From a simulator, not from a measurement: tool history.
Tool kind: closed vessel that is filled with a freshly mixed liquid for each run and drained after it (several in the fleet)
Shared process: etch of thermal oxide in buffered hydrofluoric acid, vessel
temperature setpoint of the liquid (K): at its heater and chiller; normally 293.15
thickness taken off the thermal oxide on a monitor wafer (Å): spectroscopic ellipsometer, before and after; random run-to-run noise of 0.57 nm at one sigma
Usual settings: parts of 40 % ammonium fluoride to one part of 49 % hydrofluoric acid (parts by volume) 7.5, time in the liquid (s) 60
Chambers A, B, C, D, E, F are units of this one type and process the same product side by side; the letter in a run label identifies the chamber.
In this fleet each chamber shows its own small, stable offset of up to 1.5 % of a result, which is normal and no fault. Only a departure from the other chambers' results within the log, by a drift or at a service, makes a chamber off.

| run | day | temperature setpoint of the liquid (K) | parts of 40 % ammonium fluoride to one part of 49 % hydrofluoric acid (parts by volume) | time in the liquid (s) | read-back film thickness of the thermal oxide reference wafer, read on the same gauge (nm) | thickness taken off the thermal oxide on a monitor wafer (Å) |
|---|---|---|---|---|---|---|
| 1B | 0.45 | 293.15 | 7.5 | 60 | 29.999 | 718.35 |
| 2C | 0.867 | 293.15 | 7.5 | 60 | 30.028 | 709.71 |
| 3D | 1.108 | 293.15 | 7.5 | 60 | 30.031 | 694.99 |
| 4E | 1.558 | 293.15 | 7.5 | 60 | 29.97 | 698.64 |
| 5F | 1.788 | 293.15 | 7.5 | 60 | 29.993 | 700.68 |
| 6A | 2.196 | 293.15 | 7.5 | 60 | 29.981 | 704.45 |
|  | 2.467 | chamber F: thermometer replaced |
| 7E | 2.579 | 293.15 | 7.5 | 60 | 30.017 | 710.55 |
|  | 2.725 | chamber E: hydrofluoric acid flow meter replaced |
| 8D | 2.967 | 293.15 | 9.5 | 45 | 30.024 | 417.31 |
| 9B | 3.379 | 293.15 | 9.5 | 45 | 30.004 | 428.27 |
| 10A | 3.667 | 293.15 | 9.5 | 45 | 29.99 | 416.33 |
| 11C | 3.988 | 293.15 | 9.5 | 45 | 30.018 | 420.94 |
| 12F | 4.267 | 293.15 | 9.5 | 45 | 29.991 | 417.37 |
| 13C | 4.488 | 293.15 | 9.5 | 45 | 29.991 | 422.58 |
| 14D | 4.758 | 293.15 | 7.5 | 60 | 29.946 | 695.92 |
| 15E | 5.021 | 293.15 | 7.5 | 60 | 30.021 | 706.13 |
| 16A | 5.283 | 293.15 | 7.5 | 60 | 29.992 | 712.35 |
| 17B | 5.483 | 293.15 | 7.5 | 60 | 29.969 | 721.26 |
| 18F | 5.904 | 293.15 | 7.5 | 60 | 30.013 | 702.63 |
|  | 6.129 | chamber D: thermometer replaced |
| 19C | 6.212 | 297.65 | 7.5 | 50 | 29.996 | 771.75 |
| 20A | 6.562 | 297.65 | 7.5 | 50 | 30.016 | 752.79 |
| 21D | 6.812 | 297.65 | 7.5 | 50 | 30.011 | 743.45 |
| 22B | 7.012 | 297.65 | 7.5 | 50 | 30.007 | 763.77 |
| 23F | 7.262 | 297.65 | 7.5 | 50 | 30.037 | 750.96 |
| 24E | 7.704 | 297.65 | 7.5 | 50 | 29.985 | 723 |
| 25D | 8.108 | 294.65 | 7.5 | 60 | 30.021 | 759.78 |
| 26E | 8.346 | 294.65 | 7.5 | 60 | 29.987 | 727.6 |
| 27A | 8.667 | 294.65 | 7.5 | 60 | 30.05 | 761.6 |
| 28B | 9.038 | 294.65 | 7.5 | 60 | 29.945 | 783.5 |
| 29C | 9.379 | 294.65 | 7.5 | 60 | 30.01 | 773.11 |
| 30F | 9.812 | 294.65 | 7.5 | 60 | 30.025 | 753.77 |
| 31C | 10.267 | 293.15 | 7.5 | 60 | 29.997 | 710.81 |
| 32A | 10.638 | 293.15 | 7.5 | 60 | 30.013 | 696.1 |
| 33B | 10.912 | 293.15 | 7.5 | 60 | 29.959 | 711.66 |
| 34E | 11.117 | 293.15 | 7.5 | 60 | 30.018 | 648.78 |
| 35F | 11.438 | 293.15 | 7.5 | 60 | 30.018 | 700.6 |
| 36D | 11.729 | 293.15 | 7.5 | 60 | 30.017 | 698.11 |
| 37F | 11.979 | 293.15 | 7.5 | 60 | 29.974 | 703.69 |
| 38D | 12.262 | 293.15 | 7.5 | 60 | 29.975 | 691.74 |
| 39A | 12.625 | 293.15 | 5 | 60 | 30.013 | 983.93 |
| 40E | 12.921 | 293.15 | 5 | 60 | 29.989 | 915.1 |

Decide between three cases: one chamber stands off from its peers, the gauge reading all wafers drifts, or nothing is wrong past each chamber's small offset. Where a chamber is off, say which and what most likely put it there.

It is chamber E that slowly wanders off from its peers.
Most likely cause: liquid colder than its thermometer reads (K) = 2.03.
Not necessarily distinguishable in this log from: hydrofluoric acid flow below the setpoint (%).

Chamber E could run next with any of the 4 candidate recipes listed below; each alters the usual settings, and their results appear as question marks. Which one brings its results back in line with what the other chambers deliver on the usual settings?
Allowed miss from the other chambers' usual-settings mean, per result, to count as in line: thickness taken off the thermal oxide on a monitor wafer (Å) 20
| 41E-1 | 13.246 | 292.65 | 7.5 | 50 |  | ? |
| 41E-2 | 13.246 | 296.65 | 7.5 | 60 |  | ? |
| 41E-3 | 13.246 | 291.15 | 7.5 | 60 |  | ? |
| 41E-4 | 13.246 | 293.65 | 7.5 | 65 |  | ? |

Usual-settings mean across the other chambers: thickness taken off the thermal oxide on a monitor wafer (Å) 708.18
| run | thickness taken off the thermal oxide on a monitor wafer (Å) |
|---|---|
| 41E-1 | 513.09 |
| 41E-2 | 769.41 |
| 41E-3 | 565.43 |
| 41E-4 | 705.53 |
41E-4 puts the chamber back in line with the other chambers.
